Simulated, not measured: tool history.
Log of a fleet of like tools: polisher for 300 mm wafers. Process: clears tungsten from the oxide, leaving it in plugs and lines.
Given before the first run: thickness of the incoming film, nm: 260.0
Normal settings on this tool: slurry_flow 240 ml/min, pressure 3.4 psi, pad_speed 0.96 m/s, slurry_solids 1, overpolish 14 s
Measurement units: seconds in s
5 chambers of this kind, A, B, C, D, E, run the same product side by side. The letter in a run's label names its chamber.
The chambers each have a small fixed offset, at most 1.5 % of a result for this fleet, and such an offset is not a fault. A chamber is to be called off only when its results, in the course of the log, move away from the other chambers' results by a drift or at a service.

run	hour	slurry_flow	pressure	pad_speed	slurry_solids	overpolish	seconds
# hour 4.5: chamber A: worn pad replaced by a new one
1C	4.9	240	3.4	0.96	1	14	54.524
2B	12.4	240	3.4	0.96	1	14	56.949
3A	16	240	3.4	0.96	1	14	55.832
4E	23.6	240	3.4	0.96	1	14	55.592
5D	28.4	240	3.4	0.96	1	14	54.179
6C	33.3	240	3.4	0.96	1	14	55.053
7A	37.6	240	3.4	0.96	1	14	57.392
8D	45.1	240	3.4	0.96	1	14	55.401
9B	48.6	240	3.4	0.96	1	14	56.134
# hour 49.1: chamber D: slurry tank refilled with fresh slurry and peroxide
10E	53.9	240	3.4	0.96	1	14	56.075
# hour 55.7: chamber C: slurry tank refilled with fresh slurry and peroxide
# hour 57.6: chamber C: slurry blender recalibrated
# hour 59.2: chamber B: slurry tank refilled with fresh slurry and peroxide
11C	59.5	240	3.4	0.96	1	14	54.378
# hour 61: chamber B: worn pad replaced by a new one
12B	64.6	265	3.4	0.82	1	14	65.577
# hour 65.6: chamber A: slurry tank refilled with fresh slurry and peroxide
13E	72.2	265	3.4	0.82	1	14	64.739
14A	77.2	265	3.4	0.82	1	14	64.999
# hour 78.3: chamber A: slurry blender recalibrated
15D	82.6	265	3.4	0.82	1	14	64.508
# hour 82.8: chamber D: worn pad replaced by a new one
# hour 83.7: chamber B: slurry blender recalibrated
16E	87.2	265	3.4	0.82	1	14	64.527
# hour 89.5: chamber E: slurry tank refilled with fresh slurry and peroxide
17C	94	240	3.4	1.14	1	18	47.903
# hour 101: chamber C: worn pad replaced by a new one
18B	101	240	3.4	1.14	1	18	47.872
# hour 106.7: chamber D: head pressure recalibrated
19A	107.9	240	3.4	1.14	1	18	48.536
20D	113.3	240	3.4	1.14	1	18	43.203
# hour 119.2: chamber E: slurry blender recalibrated
21A	119.4	240	3.4	1.14	1	18	47.058
22C	126.8	240	3.4	0.96	0.8	14	58.412
23D	134.5	240	3.4	0.96	0.8	14	52.287
24E	138.1	240	3.4	0.96	0.8	14	60.308
25B	145.3	240	3.4	0.96	0.8	14	59.838
# hour 150.2: chamber E: worn pad replaced by a new one
26C	150.8	240	3.4	0.96	0.8	14	58.871
# hour 151: chamber D: slurry tank refilled with fresh slurry and peroxide
# hour 152.4: chamber D: slurry blender recalibrated
27E	155.2	240	3.4	0.96	1	14	57.006
# hour 157.7: chamber E: slurry nozzle cleaned
28D	159.9	240	3.4	0.96	1	14	49.515
29A	164	240	3.4	0.96	1	20	55.091
# hour 166: chamber B: slurry tank refilled with fresh slurry and peroxide
30B	169.2	240	3.4	0.96	1	20	56.481
31D	175.7	240	3.4	0.96	1	20	51.653
32C	180.9	240	3.4	0.96	1	20	53.865
33E	184.5	240	3.4	0.96	1	20	56.208
34B	189.2	240	3.4	0.96	1	14	56.199
35A	193.2	240	3.4	0.96	1	14	55.545
# hour 197.6: chamber A: worn pad replaced by a new one
# hour 198.3: chamber C: slurry tank refilled with fresh slurry and peroxide
36A	198.8	240	3.4	0.96	1	14	55.523
37C	202.6	240	3.4	0.96	1	14	55.656

All chambers now run identical settings, listed one chamber a line with results as question marks. What results will each chamber show?
38A	208.2	240	4.1	0.96	1	14	?
38B	208.2	240	4.1	0.96	1	14	?
38C	208.2	240	4.1	0.96	1	14	?
38D	208.2	240	4.1	0.96	1	14	?
38E	208.2	240	4.1	0.96	1	14	?

run	seconds
38A	46.303
38B	46.581
38C	46.355
38D	42.121
38E	45.08

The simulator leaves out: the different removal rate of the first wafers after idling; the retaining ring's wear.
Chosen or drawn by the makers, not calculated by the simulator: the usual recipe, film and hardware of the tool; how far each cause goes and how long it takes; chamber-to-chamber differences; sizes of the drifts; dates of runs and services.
